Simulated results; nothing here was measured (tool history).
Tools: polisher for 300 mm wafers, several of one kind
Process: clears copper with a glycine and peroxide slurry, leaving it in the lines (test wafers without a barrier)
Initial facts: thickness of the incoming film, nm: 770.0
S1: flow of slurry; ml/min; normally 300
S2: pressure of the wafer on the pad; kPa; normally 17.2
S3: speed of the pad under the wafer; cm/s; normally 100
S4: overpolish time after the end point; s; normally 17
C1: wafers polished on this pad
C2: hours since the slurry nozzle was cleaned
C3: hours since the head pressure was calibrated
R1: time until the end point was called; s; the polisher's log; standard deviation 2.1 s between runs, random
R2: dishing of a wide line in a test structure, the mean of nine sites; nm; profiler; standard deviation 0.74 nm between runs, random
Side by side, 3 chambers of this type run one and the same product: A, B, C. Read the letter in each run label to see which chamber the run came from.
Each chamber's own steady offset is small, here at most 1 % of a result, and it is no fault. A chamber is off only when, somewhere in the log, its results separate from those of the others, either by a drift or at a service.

run 1C hour=5.1 | S1=300 S2=17.2 S3=100 S4=17 | C1=486 C2=333.4 C3=279.0 | R1=166.25 R2=52.058
run 2B hour=9.5 | S1=300 S2=17.2 S3=100 S4=17 | C1=705 C2=26.4 C3=880.8 | R1=162.46 R2=51.926
run 3A hour=15.4 | S1=300 S2=17.2 S3=100 S4=17 | C1=433 C2=65.5 C3=303.5 | R1=171.52 R2=51.146
run 4C hour=21.6 | S1=300 S2=17.2 S3=100 S4=17 | C1=608 C2=349.9 C3=295.5 | R1=165.13 R2=52.297
run 5A hour=25.3 | S1=300 S2=17.2 S3=100 S4=17 | C1=506 C2=75.4 C3=313.4 | R1=169.39 R2=52.564
run 6B hour=29.6 | S1=300 S2=17.2 S3=100 S4=17 | C1=854 C2=46.5 C3=900.9 | R1=169.73 R2=53.623
run 7C hour=32.5 | S1=300 S2=17.2 S3=100 S4=17 | C1=689 C2=360.8 C3=306.4 | R1=164.35 R2=54.637
run 8A hour=38.5 | S1=300 S2=17.2 S3=100 S4=17 | C1=604 C2=88.6 C3=326.6 | R1=170.63 R2=52.040
-- hour=40.8 chamber A: worn pad replaced by a new one
run 9B hour=44.4 | S1=300 S2=17.2 S3=100 S4=17 | C1=965 C2=61.3 C3=915.7 | R1=170.35 R2=52.732
run 10A hour=49.6 | S1=300 S2=17.2 S3=100 S4=17 | C1=66 C2=99.7 C3=337.7 | R1=172.41 R2=53.286
run 11C hour=54.4 | S1=300 S2=17.2 S3=100 S4=17 | C1=852 C2=382.7 C3=328.3 | R1=165.21 R2=53.874
-- hour=54.5 chamber B: worn pad replaced by a new one
run 12B hour=58.1 | S1=300 S2=17.2 S3=100 S4=17 | C1=27 C2=75.0 C3=929.4 | R1=168.50 R2=53.639
run 13B hour=61.6 | S1=300 S2=17.2 S3=100 S4=17 | C1=53 C2=78.5 C3=932.9 | R1=167.96 R2=53.444
run 14C hour=65.2 | S1=300 S2=17.2 S3=100 S4=17 | C1=933 C2=393.5 C3=339.1 | R1=163.09 R2=55.967
run 15A hour=70.0 | S1=300 S2=17.2 S3=100 S4=17 | C1=217 C2=120.1 C3=358.1 | R1=173.18 R2=51.406
run 16B hour=74.3 | S1=300 S2=17.2 S3=100 S4=17 | C1=147 C2=91.2 C3=945.6 | R1=166.85 R2=52.862
run 17C hour=78.3 | S1=300 S2=17.2 S3=100 S4=17 | C1=1030 C2=406.6 C3=352.2 | R1=162.19 R2=54.475
run 18A hour=81.4 | S1=205 S2=17.2 S3=100 S4=17 | C1=302 C2=131.5 C3=369.5 | R1=177.94 R2=50.543
run 19A hour=87.0 | S1=205 S2=17.2 S3=100 S4=17 | C1=344 C2=137.1 C3=375.1 | R1=176.85 R2=51.495
run 20B hour=92.3 | S1=205 S2=17.2 S3=100 S4=17 | C1=281 C2=109.2 C3=963.6 | R1=172.98 R2=49.989
run 21C hour=97.2 | S1=300 S2=17.2 S3=100 S4=17 | C1=1171 C2=425.5 C3=371.1 | R1=160.84 R2=54.731
run 22B hour=103.2 | S1=300 S2=17.2 S3=100 S4=17 | C1=362 C2=120.1 C3=974.5 | R1=165.31 R2=52.993
run 23A hour=107.3 | S1=300 S2=11.0 S3=100 S4=17 | C1=495 C2=157.4 C3=395.4 | R1=240.53 R2=38.518
run 24C hour=112.4 | S1=300 S2=11.0 S3=100 S4=17 | C1=1284 C2=440.7 C3=386.3 | R1=222.93 R2=40.873
-- hour=114.7 chamber A: head pressure recalibrated
run 25A hour=118.1 | S1=300 S2=11.0 S3=100 S4=17 | C1=575 C2=168.2 C3=3.4 | R1=237.82 R2=39.024
run 26C hour=123.4 | S1=300 S2=17.2 S3=100 S4=17 | C1=1366 C2=451.7 C3=397.3 | R1=153.46 R2=57.493
run 27B hour=127.4 | S1=300 S2=17.2 S3=100 S4=17 | C1=542 C2=144.3 C3=998.7 | R1=171.00 R2=54.044
run 28C hour=131.2 | S1=300 S2=17.2 S3=100 S4=17 | C1=1424 C2=459.5 C3=405.1 | R1=156.82 R2=56.474
-- hour=134.6 chamber B: head pressure recalibrated
run 29A hour=134.6 | S1=300 S2=17.2 S3=100 S4=17 | C1=698 C2=184.7 C3=19.9 | R1=171.45 R2=51.361
run 30B hour=139.6 | S1=300 S2=17.2 S3=100 S4=17 | C1=633 C2=156.5 C3=5.1 | R1=166.43 R2=52.655
run 31B hour=144.9 | S1=300 S2=17.2 S3=100 S4=17 | C1=672 C2=161.8 C3=10.4 | R1=165.46 R2=53.616

Does one chamber stand apart from the rest, does the shared gauge drift, or is all well apart from small per-chamber offsets? Give the chamber and the most likely cause, where there is one.

One chamber, C, drifts off from the rest bit by bit.
Most likely cause: head's pressure above its setpoint, % = 10.5.

Which of the 4 candidates below, each the usual settings with something changed and its results left as question marks, puts chamber C back in line with what the other chambers give on the usual settings?
Allowed miss from the other chambers' usual-settings mean, per result, to count as in line: R1 7.50 s; R2 2.600 nm
run 32C-1 hour=149.5 | S1=300 S2=16.5 S3=94 S4=17 | R1=? R2=?
run 32C-2 hour=149.5 | S1=300 S2=17.2 S3=102 S4=17 | R1=? R2=?
run 32C-3 hour=149.5 | S1=300 S2=17.2 S3=98 S4=17 | R1=? R2=?
run 32C-4 hour=149.5 | S1=300 S2=18.6 S3=106 S4=17 | R1=? R2=?

Mean of the other chambers on the usual settings: R1 169.77 s; R2 52.366 nm
run=32C-1 R1=168.10 R2=52.643
run=32C-2 R1=152.19 R2=57.126
run=32C-3 R1=157.25 R2=55.670
run=32C-4 R1=138.30 R2=61.894
It is 32C-1 that realigns the chamber with its peers.
